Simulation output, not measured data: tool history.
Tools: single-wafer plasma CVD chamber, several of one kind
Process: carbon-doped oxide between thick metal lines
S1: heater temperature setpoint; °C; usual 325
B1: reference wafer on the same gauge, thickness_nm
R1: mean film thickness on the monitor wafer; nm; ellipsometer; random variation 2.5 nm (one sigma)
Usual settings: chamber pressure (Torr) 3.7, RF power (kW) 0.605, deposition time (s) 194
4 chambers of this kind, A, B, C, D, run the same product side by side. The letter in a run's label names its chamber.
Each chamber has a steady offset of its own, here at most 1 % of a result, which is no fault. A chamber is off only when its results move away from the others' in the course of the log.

Run 1D, hour 9.7: usual settings; B1 1299.7. Result: R1 1130.8 nm.
Run 2B, hour 17.7: usual settings; B1 1300.8. Result: R1 1125.5 nm.
Run 3C, hour 29.2: usual settings; B1 1300.1. Result: R1 1126.7 nm.
Run 4A, hour 38.7: usual settings; B1 1300.6. Result: R1 1132 nm.
Run 5D, hour 47.3: usual settings; B1 1300. Result: R1 1133.5 nm.
Run 6A, hour 59.5: usual settings; B1 1300.4. Result: R1 1132.3 nm.
At hour 61.6: chamber D: RF generator calibrated.
Run 7C, hour 69.4: usual settings; B1 1300.9. Result: R1 1121.5 nm.
Run 8B, hour 75.2: usual settings; B1 1299.8. Result: R1 1127.5 nm.
Run 9A, hour 84.6: usual settings; B1 1299.8. Result: R1 1128.9 nm.
Run 10B, hour 95.7: usual settings; B1 1299.5. Result: R1 1128.3 nm.
Run 11D, hour 104.7: usual settings; B1 1299.7. Result: R1 1136.8 nm.
Run 12C, hour 111.3: usual settings; B1 1300. Result: R1 1123.9 nm.
Run 13D, hour 121.3: usual settings; B1 1299.3. Result: R1 1140.1 nm.
Run 14A, hour 128: usual settings; B1 1299.8. Result: R1 1129 nm.
Run 15C, hour 135.9: usual settings but chamber pressure (Torr) 4.2, RF power (kW) 0.715; B1 1300.4. Result: R1 1264 nm.
Run 16B, hour 148.1: usual settings but chamber pressure (Torr) 4.2, RF power (kW) 0.715; B1 1300.3. Result: R1 1264.1 nm.
Run 17C, hour 160.1: usual settings but chamber pressure (Torr) 4.2, RF power (kW) 0.715; B1 1299.7. Result: R1 1264.6 nm.
Run 18B, hour 169.2: usual settings but chamber pressure (Torr) 4.2, RF power (kW) 0.715; B1 1300. Result: R1 1264.9 nm.
Run 19A, hour 178.2: usual settings; B1 1300.2. Result: R1 1132.6 nm.
Run 20D, hour 190.6: usual settings; B1 1300.2. Result: R1 1138.4 nm.
At hour 198.4: chamber B: thermocouple changed; heater temperature recalibrated.
Run 21A, hour 199.3: usual settings but chamber pressure (Torr) 4.21; B1 1300.1. Result: R1 1154.7 nm.
Run 22C, hour 211.7: usual settings but chamber pressure (Torr) 4.21; B1 1300.3. Result: R1 1143.2 nm.
Run 23B, hour 219.6: usual settings but chamber pressure (Torr) 4.21; B1 1300.4. Result: R1 1148.6 nm.
Run 24D, hour 232.4: usual settings but chamber pressure (Torr) 4.21; B1 1299.8. Result: R1 1158.1 nm.
Run 25C, hour 244.4: usual settings; B1 1299.8. Result: R1 1123.6 nm.
Run 26B, hour 254.6: usual settings; B1 1300.7. Result: R1 1124.3 nm.
Run 27D, hour 263.5: usual settings; B1 1299.5. Result: R1 1129.3 nm.
Run 28A, hour 270.8: usual settings but deposition time (s) 167; B1 1299.3. Result: R1 981.21 nm.
Run 29B, hour 278.6: usual settings but deposition time (s) 167; B1 1299.9. Result: R1 972.82 nm.
At hour 280.8: chamber D: capacitance manometer re-zeroed and calibrated.
Run 30C, hour 290.3: usual settings but deposition time (s) 167; B1 1300.2. Result: R1 969.75 nm.
Run 31D, hour 299.7: usual settings but deposition time (s) 167; B1 1300.1. Result: R1 981.13 nm.
Run 32A, hour 308: usual settings but RF power (kW) 0.49, deposition time (s) 175; B1 1300.5. Result: R1 900.6 nm.
Run 33C, hour 320.8: usual settings but RF power (kW) 0.49, deposition time (s) 175; B1 1300. Result: R1 883.32 nm.
Run 34A, hour 333.5: usual settings but RF power (kW) 0.49, deposition time (s) 175; B1 1300.1. Result: R1 898.43 nm.

Is one chamber off against the others, does the gauge drift, or is nothing wrong? If a chamber is off, say which, and what the likeliest cause is.

No chamber stands off beyond its own small offset, and the gauge holds steady.
